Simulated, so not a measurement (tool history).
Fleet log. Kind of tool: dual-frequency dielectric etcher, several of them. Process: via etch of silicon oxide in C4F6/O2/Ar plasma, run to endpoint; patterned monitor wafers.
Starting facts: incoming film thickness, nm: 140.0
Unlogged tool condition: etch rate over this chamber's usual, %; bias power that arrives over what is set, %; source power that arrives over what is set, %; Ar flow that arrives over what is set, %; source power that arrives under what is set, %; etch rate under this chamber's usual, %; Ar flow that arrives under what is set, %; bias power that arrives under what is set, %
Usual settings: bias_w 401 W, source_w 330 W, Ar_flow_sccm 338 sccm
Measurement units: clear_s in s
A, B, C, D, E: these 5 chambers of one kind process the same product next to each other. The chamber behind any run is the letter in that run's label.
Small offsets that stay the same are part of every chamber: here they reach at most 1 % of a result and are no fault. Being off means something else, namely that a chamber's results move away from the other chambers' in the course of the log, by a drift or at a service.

run,hour,bias_w,source_w,Ar_flow_sccm,hours since the last wet clean,hours since the last bias power generator calibration,hours since the last source power generator calibration,hours since the last Ar flow controller change,clear_s
1C,4.9,401,330,338,263.7,2519.3,3724.1,3588.5,36.353
2D,8.8,401,330,338,22.4,3730,2150.9,919,36.149
3E,14.4,401,330,338,231.1,2461.3,3242.6,2007.2,36.29
4A,21,401,330,338,276.4,801.4,5179.6,6167.3,36.568
5B,24.4,401,330,338,36.1,1653.2,173.2,3206.7,35.99
6B,31,401,330,338,42.7,1659.8,179.8,3213.3,36.189
7C,34.5,316,330,299,293.3,2548.9,3753.7,3618.1,39.236
8E,40.3,316,330,299,257,2487.2,3268.5,2033.1,39.115
9D,45.8,316,330,299,59.4,3767,2187.9,956,38.88
10A,52.2,316,330,299,307.6,832.6,5210.8,6198.5,39.171
11E,57.6,316,330,299,274.3,2504.5,3285.8,2050.4,39.07
12C,63.7,401,330,338,322.5,2578.1,3782.9,3647.3,36.466
13A,70.6,401,330,338,326,851,5229.2,6216.9,36.53
14B,78,401,330,338,89.7,1706.8,226.8,3260.3,36.229
15D,83,401,330,338,96.6,3804.2,2225.1,993.2,36.366
16B,88.5,401,330,338,100.2,1717.3,237.3,3270.8,36.336
17C,93.1,401,330,338,351.9,2607.5,3812.3,3676.7,36.433
18E,99.1,401,330,338,315.8,2546,3327.3,2091.9,36.192
# hour 100.9: chamber E: bias power generator calibrated
19D,105,401,330,338,118.6,3826.2,2247.1,1015.2,36.218
20A,111.2,401,330,338,366.6,891.6,5269.8,6257.5,36.749
21D,118.9,401,380,338,132.5,3840.1,2261,1029.1,34.684
22C,124.8,401,380,338,383.6,2639.2,3844,3708.4,34.581
23B,129.4,401,380,338,141.1,1758.2,278.2,3311.7,34.328
24E,133,401,380,338,349.7,32.1,3361.2,2125.8,34.567
25A,138.8,401,380,338,394.2,919.2,5297.4,6285.1,34.459
26C,146.3,401,330,338,405.1,2660.7,3865.5,3729.9,36.741
27D,151.2,401,330,338,164.8,3872.4,2293.3,1061.4,36.454
28A,156.7,401,330,338,412.1,937.1,5315.3,6303,36.602
29B,162.8,401,330,338,174.5,1791.6,311.6,3345.1,36.184
30E,169.9,401,330,338,386.6,69,3398.1,2162.7,36.198
31D,173.4,401,330,338,187,3894.6,2315.5,1083.6,36.368

Has any chamber moved away from the others, gradually or after a service, or does the common gauge drift, or do the chambers differ only by their own small steady offsets? State the chamber and the most likely cause if one applies.

Nothing is wrong: each chamber keeps only its own small, steady offset and the gauge holds still.
